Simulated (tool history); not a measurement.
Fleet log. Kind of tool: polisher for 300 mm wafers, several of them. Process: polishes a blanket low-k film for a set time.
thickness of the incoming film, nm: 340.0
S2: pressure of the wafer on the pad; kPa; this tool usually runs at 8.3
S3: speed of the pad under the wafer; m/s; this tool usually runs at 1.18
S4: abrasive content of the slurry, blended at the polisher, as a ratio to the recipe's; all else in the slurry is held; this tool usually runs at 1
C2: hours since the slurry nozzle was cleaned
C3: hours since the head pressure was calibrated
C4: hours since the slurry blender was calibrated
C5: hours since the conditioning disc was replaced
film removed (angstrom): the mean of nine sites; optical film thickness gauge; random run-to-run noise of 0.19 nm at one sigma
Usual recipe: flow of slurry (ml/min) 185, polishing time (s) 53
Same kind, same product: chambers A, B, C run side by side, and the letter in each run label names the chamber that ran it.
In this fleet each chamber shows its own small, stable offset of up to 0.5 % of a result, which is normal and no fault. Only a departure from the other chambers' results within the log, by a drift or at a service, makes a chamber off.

-- hour=2.8 chamber C: conditioning disc replaced and pad reconditioned
run 1A hour=8.7 | flow_of_slurry_(ml/min)=185 S2=8.3 S3=1.18 S4=1 polishing_time_(s)=53 | wafers_polished_on_this_pad=835 C2=331.6 C3=116.7 C4=104.3 C5=80.5 | film_removed_(angstrom)=151.160
-- hour=21.6 chamber B: slurry blender recalibrated
run 2C hour=22.2 | flow_of_slurry_(ml/min)=185 S2=8.3 S3=1.18 S4=1 polishing_time_(s)=53 | wafers_polished_on_this_pad=647 C2=101.3 C3=748.0 C4=433.8 C5=19.4 | film_removed_(angstrom)=150.300
-- hour=32.3 chamber A: slurry nozzle cleaned
run 3B hour=35.9 | flow_of_slurry_(ml/min)=185 S2=8.3 S3=1.18 S4=1 polishing_time_(s)=53 | wafers_polished_on_this_pad=1094 C2=586.8 C3=546.7 C4=14.3 C5=127.6 | film_removed_(angstrom)=155.810
-- hour=36.6 chamber B: conditioning disc replaced and pad reconditioned
-- hour=40.5 chamber B: worn pad replaced by a new one
run 4A hour=46.4 | flow_of_slurry_(ml/min)=185 S2=8.3 S3=1.18 S4=1 polishing_time_(s)=53 | wafers_polished_on_this_pad=1332 C2=14.1 C3=154.4 C4=142.0 C5=118.2 | film_removed_(angstrom)=146.060
-- hour=54.8 chamber A: worn pad replaced by a new one
run 5C hour=55.6 | flow_of_slurry_(ml/min)=185 S2=8.3 S3=1.18 S4=1 polishing_time_(s)=53 | wafers_polished_on_this_pad=1087 C2=134.7 C3=781.4 C4=467.2 C5=52.8 | film_removed_(angstrom)=151.360
run 6B hour=64.0 | flow_of_slurry_(ml/min)=185 S2=8.3 S3=0.90 S4=1 polishing_time_(s)=53 | wafers_polished_on_this_pad=310 C2=614.9 C3=574.8 C4=42.4 C5=27.5 | film_removed_(angstrom)=120.360
-- hour=67.6 chamber C: slurry blender recalibrated
-- hour=68.8 chamber B: slurry nozzle cleaned
run 7B hour=77.8 | flow_of_slurry_(ml/min)=185 S2=8.3 S3=0.90 S4=1 polishing_time_(s)=53 | wafers_polished_on_this_pad=491 C2=9.1 C3=588.6 C4=56.2 C5=41.3 | film_removed_(angstrom)=119.530
-- hour=82.1 chamber A: conditioning disc replaced and pad reconditioned
run 8C hour=90.2 | flow_of_slurry_(ml/min)=185 S2=8.3 S3=0.90 S4=1 polishing_time_(s)=53 | wafers_polished_on_this_pad=1542 C2=169.3 C3=816.0 C4=22.6 C5=87.4 | film_removed_(angstrom)=122.950
run 9A hour=100.4 | flow_of_slurry_(ml/min)=185 S2=8.3 S3=1.18 S4=1 polishing_time_(s)=53 | wafers_polished_on_this_pad=601 C2=68.1 C3=208.4 C4=196.0 C5=18.3 | film_removed_(angstrom)=151.830
run 10C hour=116.2 | flow_of_slurry_(ml/min)=185 S2=8.3 S3=1.18 S4=1 polishing_time_(s)=53 | wafers_polished_on_this_pad=1885 C2=195.3 C3=842.0 C4=48.6 C5=113.4 | film_removed_(angstrom)=151.880
-- hour=127.8 chamber B: worn pad replaced by a new one
run 11B hour=131.7 | flow_of_slurry_(ml/min)=185 S2=8.3 S3=1.18 S4=1 polishing_time_(s)=53 | wafers_polished_on_this_pad=51 C2=63.0 C3=642.5 C4=110.1 C5=95.2 | film_removed_(angstrom)=150.150
-- hour=139.1 chamber C: head pressure recalibrated
run 12A hour=139.8 | flow_of_slurry_(ml/min)=185 S2=8.3 S3=1.18 S4=1 polishing_time_(s)=53 | wafers_polished_on_this_pad=1119 C2=107.5 C3=247.8 C4=235.4 C5=57.7 | film_removed_(angstrom)=147.570
run 13B hour=156.2 | flow_of_slurry_(ml/min)=185 S2=8.3 S3=1.18 S4=1 polishing_time_(s)=53 | wafers_polished_on_this_pad=374 C2=87.5 C3=667.0 C4=134.6 C5=119.7 | film_removed_(angstrom)=149.650
-- hour=157.3 chamber A: worn pad replaced by a new one
run 14A hour=170.1 | flow_of_slurry_(ml/min)=185 S2=8.3 S3=1.18 S4=1 polishing_time_(s)=53 | wafers_polished_on_this_pad=169 C2=137.8 C3=278.1 C4=265.7 C5=88.0 | film_removed_(angstrom)=154.990
-- hour=170.4 chamber B: conditioning disc replaced and pad reconditioned
run 15C hour=180.7 | flow_of_slurry_(ml/min)=185 S2=8.3 S3=1.18 S4=1 polishing_time_(s)=53 | wafers_polished_on_this_pad=2734 C2=259.8 C3=41.7 C4=113.1 C5=177.9 | film_removed_(angstrom)=148.980
run 16A hour=189.5 | flow_of_slurry_(ml/min)=185 S2=8.3 S3=1.18 S4=1 polishing_time_(s)=53 | wafers_polished_on_this_pad=424 C2=157.2 C3=297.5 C4=285.1 C5=107.4 | film_removed_(angstrom)=151.540
run 17B hour=197.2 | flow_of_slurry_(ml/min)=185 S2=8.3 S3=1.18 S4=1 polishing_time_(s)=53 | wafers_polished_on_this_pad=913 C2=128.5 C3=708.0 C4=175.6 C5=26.9 | film_removed_(angstrom)=150.120
run 18C hour=208.9 | flow_of_slurry_(ml/min)=185 S2=8.3 S3=1.18 S4=1 polishing_time_(s)=53 | wafers_polished_on_this_pad=3105 C2=288.0 C3=69.9 C4=141.3 C5=206.1 | film_removed_(angstrom)=152.830
-- hour=212.3 chamber A: conditioning disc replaced and pad reconditioned
run 19A hour=220.6 | flow_of_slurry_(ml/min)=185 S2=8.3 S3=1.18 S4=1 polishing_time_(s)=53 | wafers_polished_on_this_pad=834 C2=188.3 C3=328.6 C4=316.2 C5=8.3 | film_removed_(angstrom)=151.030
run 20B hour=228.3 | flow_of_slurry_(ml/min)=185 S2=8.3 S3=1.18 S4=1 polishing_time_(s)=53 | wafers_polished_on_this_pad=1323 C2=159.6 C3=739.1 C4=206.7 C5=58.0 | film_removed_(angstrom)=149.110
-- hour=229.2 chamber B: worn pad replaced by a new one
-- hour=229.8 chamber C: conditioning disc replaced and pad reconditioned
run 21C hour=243.0 | flow_of_slurry_(ml/min)=185 S2=8.3 S3=1.18 S4=1 polishing_time_(s)=53 | wafers_polished_on_this_pad=3554 C2=322.1 C3=104.0 C4=175.4 C5=13.2 | film_removed_(angstrom)=148.370
run 22B hour=258.1 | flow_of_slurry_(ml/min)=185 S2=8.3 S3=1.18 S4=1 polishing_time_(s)=53 | wafers_polished_on_this_pad=380 C2=189.4 C3=768.9 C4=236.5 C5=87.8 | film_removed_(angstrom)=153.370
run 23A hour=266.3 | flow_of_slurry_(ml/min)=185 S2=8.3 S3=1.18 S4=1 polishing_time_(s)=53 | wafers_polished_on_this_pad=1435 C2=234.0 C3=374.3 C4=361.9 C5=54.0 | film_removed_(angstrom)=150.640
run 24C hour=276.4 | flow_of_slurry_(ml/min)=185 S2=8.3 S3=1.18 S4=1 polishing_time_(s)=53 | wafers_polished_on_this_pad=3994 C2=355.5 C3=137.4 C4=208.8 C5=46.6 | film_removed_(angstrom)=146.050
-- hour=278.3 chamber A: worn pad replaced by a new one
-- hour=291.5 chamber A: slurry blender recalibrated
run 25C hour=291.9 | flow_of_slurry_(ml/min)=185 S2=8.3 S3=1.18 S4=1 polishing_time_(s)=53 | wafers_polished_on_this_pad=4198 C2=371.0 C3=152.9 C4=224.3 C5=62.1 | film_removed_(angstrom)=143.060
-- hour=294.3 chamber B: slurry blender recalibrated
-- hour=300.9 chamber C: slurry nozzle cleaned
-- hour=303.5 chamber B: conditioning disc replaced and pad reconditioned
run 26A hour=306.2 | flow_of_slurry_(ml/min)=185 S2=8.3 S3=1.18 S4=1 polishing_time_(s)=53 | wafers_polished_on_this_pad=368 C2=273.9 C3=414.2 C4=14.7 C5=93.9 | film_removed_(angstrom)=151.830
run 27B hour=316.0 | flow_of_slurry_(ml/min)=185 S2=6.9 S3=0.78 S4=1 polishing_time_(s)=53 | wafers_polished_on_this_pad=1142 C2=247.3 C3=826.8 C4=21.8 C5=12.5 | film_removed_(angstrom)=91.649
run 28C hour=325.3 | flow_of_slurry_(ml/min)=185 S2=6.9 S3=0.78 S4=1 polishing_time_(s)=53 | wafers_polished_on_this_pad=4638 C2=24.4 C3=186.3 C4=257.7 C5=95.5 | film_removed_(angstrom)=84.981
run 29A hour=333.6 | flow_of_slurry_(ml/min)=185 S2=6.9 S3=0.78 S4=1 polishing_time_(s)=53 | wafers_polished_on_this_pad=729 C2=301.3 C3=441.6 C4=42.1 C5=121.3 | film_removed_(angstrom)=89.275
-- hour=333.8 chamber A: conditioning disc replaced and pad reconditioned
-- hour=336.9 chamber B: worn pad replaced by a new one
run 30B hour=347.6 | flow_of_slurry_(ml/min)=185 S2=8.3 S3=1.18 S4=1 polishing_time_(s)=53 | wafers_polished_on_this_pad=141 C2=278.9 C3=858.4 C4=53.4 C5=44.1 | film_removed_(angstrom)=150.400
run 31C hour=359.2 | flow_of_slurry_(ml/min)=185 S2=8.3 S3=1.18 S4=1 polishing_time_(s)=53 | wafers_polished_on_this_pad=5084 C2=58.3 C3=220.2 C4=291.6 C5=129.4 | film_removed_(angstrom)=141.340
run 32A hour=367.5 | flow_of_slurry_(ml/min)=185 S2=8.3 S3=1.18 S4=1 polishing_time_(s)=53 | wafers_polished_on_this_pad=1175 C2=335.2 C3=475.5 C4=76.0 C5=33.8 | film_removed_(angstrom)=149.200
run 33B hour=383.8 | flow_of_slurry_(ml/min)=185 S2=8.3 S3=1.18 S4=1 polishing_time_(s)=53 | wafers_polished_on_this_pad=618 C2=315.1 C3=894.6 C4=89.6 C5=80.3 | film_removed_(angstrom)=150.520
-- hour=392.9 chamber A: worn pad replaced by a new one
run 34B hour=395.7 | flow_of_slurry_(ml/min)=185 S2=8.3 S3=1.18 S4=1 polishing_time_(s)=53 | wafers_polished_on_this_pad=774 C2=327.0 C3=906.5 C4=101.5 C5=92.2 | film_removed_(angstrom)=153.260
run 35A hour=407.0 | flow_of_slurry_(ml/min)=185 S2=8.3 S3=1.18 S4=1 polishing_time_(s)=53 | wafers_polished_on_this_pad=185 C2=374.7 C3=515.0 C4=115.5 C5=73.3 | film_removed_(angstrom)=147.850
-- hour=412.4 chamber A: slurry nozzle cleaned
run 36C hour=422.6 | flow_of_slurry_(ml/min)=185 S2=8.3 S3=1.18 S4=1 polishing_time_(s)=53 | wafers_polished_on_this_pad=5919 C2=121.7 C3=283.6 C4=355.0 C5=192.8 | film_removed_(angstrom)=136.890
-- hour=423.3 chamber B: worn pad replaced by a new one
-- hour=432.7 chamber B: conditioning disc replaced and pad reconditioned
run 37B hour=438.5 | flow_of_slurry_(ml/min)=185 S2=8.3 S3=1.18 S4=1 polishing_time_(s)=53 | wafers_polished_on_this_pad=200 C2=369.8 C3=949.3 C4=144.3 C5=5.9 | film_removed_(angstrom)=149.750
run 38C hour=446.6 | flow_of_slurry_(ml/min)=185 S2=8.3 S3=1.18 S4=1 polishing_time_(s)=53 | wafers_polished_on_this_pad=6235 C2=145.7 C3=307.6 C4=379.0 C5=216.8 | film_removed_(angstrom)=132.240
run 39A hour=461.7 | flow_of_slurry_(ml/min)=185 S2=8.3 S3=1.18 S4=1 polishing_time_(s)=53 | wafers_polished_on_this_pad=905 C2=49.4 C3=569.7 C4=170.2 C5=128.0 | film_removed_(angstrom)=146.860
run 40B hour=469.5 | flow_of_slurry_(ml/min)=185 S2=8.3 S3=1.18 S4=1 polishing_time_(s)=53 | wafers_polished_on_this_pad=608 C2=400.8 C3=980.3 C4=175.3 C5=36.9 | film_removed_(angstrom)=151.080

Is one chamber out of step, is the gauge drifting, or do the chambers differ by no more than their own small offsets? For an off chamber, give its letter and the likeliest cause.

One chamber, C, drifts off from the rest bit by bit.
Likeliest cause: removal rate lost through wear of the pad, % = 11.4.
The log may not separate it from: head's pressure below its setpoint, %; abrasive missing from the slurry, %.

Here are 4 candidates for chamber C's next run, each the usual settings with a change, their results left as question marks. Which one brings its results back in line with what the others give on the usual settings?
A result is in line if it is within this distance of the other chambers' mean on the usual settings: film removed (angstrom) 6.600
run 41C-1 hour=481.4 | flow_of_slurry_(ml/min)=190 S2=8.3 S3=1.32 S4=1.05 polishing_time_(s)=53 | film_removed_(angstrom)=?
run 41C-2 hour=481.4 | flow_of_slurry_(ml/min)=185 S2=8.3 S3=1.18 S4=1.00 polishing_time_(s)=55 | film_removed_(angstrom)=?
run 41C-3 hour=481.4 | flow_of_slurry_(ml/min)=185 S2=8.3 S3=1.00 S4=1.00 polishing_time_(s)=53 | film_removed_(angstrom)=?
run 41C-4 hour=481.4 | flow_of_slurry_(ml/min)=185 S2=8.3 S3=1.18 S4=1.00 polishing_time_(s)=51 | film_removed_(angstrom)=?

On the usual settings, the other chambers give on average: film removed (angstrom) 150.270
run=41C-1 film_removed_(angstrom)=150.640
run=41C-2 film_removed_(angstrom)=139.190
run=41C-3 film_removed_(angstrom)=117.310
run=41C-4 film_removed_(angstrom)=129.070
With 41C-1, the chamber falls back in line with the rest.
